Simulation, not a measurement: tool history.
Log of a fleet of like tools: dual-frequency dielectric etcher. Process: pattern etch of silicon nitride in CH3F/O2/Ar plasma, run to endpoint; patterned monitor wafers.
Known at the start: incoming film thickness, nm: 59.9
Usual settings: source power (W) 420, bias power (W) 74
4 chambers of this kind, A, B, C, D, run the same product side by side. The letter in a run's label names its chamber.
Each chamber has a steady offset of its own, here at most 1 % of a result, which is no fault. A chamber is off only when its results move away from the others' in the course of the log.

run 1D hour=3.6 | source_power_(W)=420 bias_power_(W)=74 | endpoint_time_(s)=84.089
run 2A hour=10.2 | source_power_(W)=420 bias_power_(W)=74 | endpoint_time_(s)=83.841
run 3B hour=17.1 | source_power_(W)=420 bias_power_(W)=74 | endpoint_time_(s)=83.988
run 4C hour=21.4 | source_power_(W)=420 bias_power_(W)=74 | endpoint_time_(s)=84.685
run 5D hour=27.5 | source_power_(W)=420 bias_power_(W)=74 | endpoint_time_(s)=83.634
run 6A hour=31.8 | source_power_(W)=420 bias_power_(W)=74 | endpoint_time_(s)=83.140
run 7B hour=39.7 | source_power_(W)=420 bias_power_(W)=74 | endpoint_time_(s)=84.625
run 8C hour=47.0 | source_power_(W)=420 bias_power_(W)=74 | endpoint_time_(s)=84.067
run 9B hour=53.1 | source_power_(W)=420 bias_power_(W)=74 | endpoint_time_(s)=85.047
run 10D hour=56.7 | source_power_(W)=420 bias_power_(W)=74 | endpoint_time_(s)=83.830
run 11C hour=60.4 | source_power_(W)=420 bias_power_(W)=74 | endpoint_time_(s)=84.207
run 12A hour=67.4 | source_power_(W)=340 bias_power_(W)=74 | endpoint_time_(s)=90.555
run 13C hour=71.1 | source_power_(W)=340 bias_power_(W)=74 | endpoint_time_(s)=91.064
run 14A hour=78.2 | source_power_(W)=340 bias_power_(W)=74 | endpoint_time_(s)=90.099
run 15D hour=81.8 | source_power_(W)=340 bias_power_(W)=74 | endpoint_time_(s)=90.589
run 16B hour=87.7 | source_power_(W)=420 bias_power_(W)=74 | endpoint_time_(s)=85.167
run 17C hour=93.9 | source_power_(W)=420 bias_power_(W)=74 | endpoint_time_(s)=84.081
run 18A hour=98.1 | source_power_(W)=420 bias_power_(W)=74 | endpoint_time_(s)=83.975
run 19B hour=103.7 | source_power_(W)=420 bias_power_(W)=74 | endpoint_time_(s)=84.372
-- hour=106.3 chamber B: wet clean of the chamber
run 20D hour=111.6 | source_power_(W)=420 bias_power_(W)=74 | endpoint_time_(s)=83.676
run 21A hour=117.8 | source_power_(W)=420 bias_power_(W)=74 | endpoint_time_(s)=84.955
run 22C hour=122.4 | source_power_(W)=420 bias_power_(W)=74 | endpoint_time_(s)=84.289
run 23D hour=126.4 | source_power_(W)=420 bias_power_(W)=74 | endpoint_time_(s)=84.066
run 24B hour=132.7 | source_power_(W)=420 bias_power_(W)=74 | endpoint_time_(s)=84.147
run 25C hour=140.3 | source_power_(W)=420 bias_power_(W)=74 | endpoint_time_(s)=83.691
run 26A hour=147.8 | source_power_(W)=420 bias_power_(W)=74 | endpoint_time_(s)=84.684
run 27B hour=154.8 | source_power_(W)=420 bias_power_(W)=74 | endpoint_time_(s)=84.894
run 28D hour=161.3 | source_power_(W)=420 bias_power_(W)=74 | endpoint_time_(s)=83.953
run 29C hour=167.5 | source_power_(W)=420 bias_power_(W)=74 | endpoint_time_(s)=85.057
-- hour=169.8 chamber B: source power generator calibrated
run 30D hour=174.9 | source_power_(W)=420 bias_power_(W)=74 | endpoint_time_(s)=83.760
run 31A hour=181.2 | source_power_(W)=350 bias_power_(W)=83 | endpoint_time_(s)=88.734
run 32B hour=188.6 | source_power_(W)=350 bias_power_(W)=83 | endpoint_time_(s)=87.118
run 33C hour=193.0 | source_power_(W)=350 bias_power_(W)=83 | endpoint_time_(s)=86.975
run 34B hour=198.9 | source_power_(W)=350 bias_power_(W)=83 | endpoint_time_(s)=86.136
run 35A hour=206.3 | source_power_(W)=420 bias_power_(W)=74 | endpoint_time_(s)=86.961
run 36D hour=212.6 | source_power_(W)=420 bias_power_(W)=74 | endpoint_time_(s)=84.235
run 37B hour=217.1 | source_power_(W)=420 bias_power_(W)=74 | endpoint_time_(s)=84.822
run 38A hour=222.0 | source_power_(W)=420 bias_power_(W)=74 | endpoint_time_(s)=86.677
run 39C hour=228.2 | source_power_(W)=420 bias_power_(W)=74 | endpoint_time_(s)=84.382
run 40D hour=236.2 | source_power_(W)=420 bias_power_(W)=74 | endpoint_time_(s)=83.634
run 41A hour=240.0 | source_power_(W)=420 bias_power_(W)=74 | endpoint_time_(s)=87.185
run 42D hour=246.8 | source_power_(W)=420 bias_power_(W)=74 | endpoint_time_(s)=83.774
run 43B hour=252.0 | source_power_(W)=420 bias_power_(W)=74 | endpoint_time_(s)=84.415

Next, every chamber runs the same settings. What will each give?
run 44A hour=257.7 | source_power_(W)=420 bias_power_(W)=74 | endpoint_time_(s)=?
run 44B hour=257.7 | source_power_(W)=420 bias_power_(W)=74 | endpoint_time_(s)=?
run 44C hour=257.7 | source_power_(W)=420 bias_power_(W)=74 | endpoint_time_(s)=?
run 44D hour=257.7 | source_power_(W)=420 bias_power_(W)=74 | endpoint_time_(s)=?

run=44A endpoint_time_(s)=88.020
run=44B endpoint_time_(s)=84.577
run=44C endpoint_time_(s)=85.013
run=44D endpoint_time_(s)=84.199

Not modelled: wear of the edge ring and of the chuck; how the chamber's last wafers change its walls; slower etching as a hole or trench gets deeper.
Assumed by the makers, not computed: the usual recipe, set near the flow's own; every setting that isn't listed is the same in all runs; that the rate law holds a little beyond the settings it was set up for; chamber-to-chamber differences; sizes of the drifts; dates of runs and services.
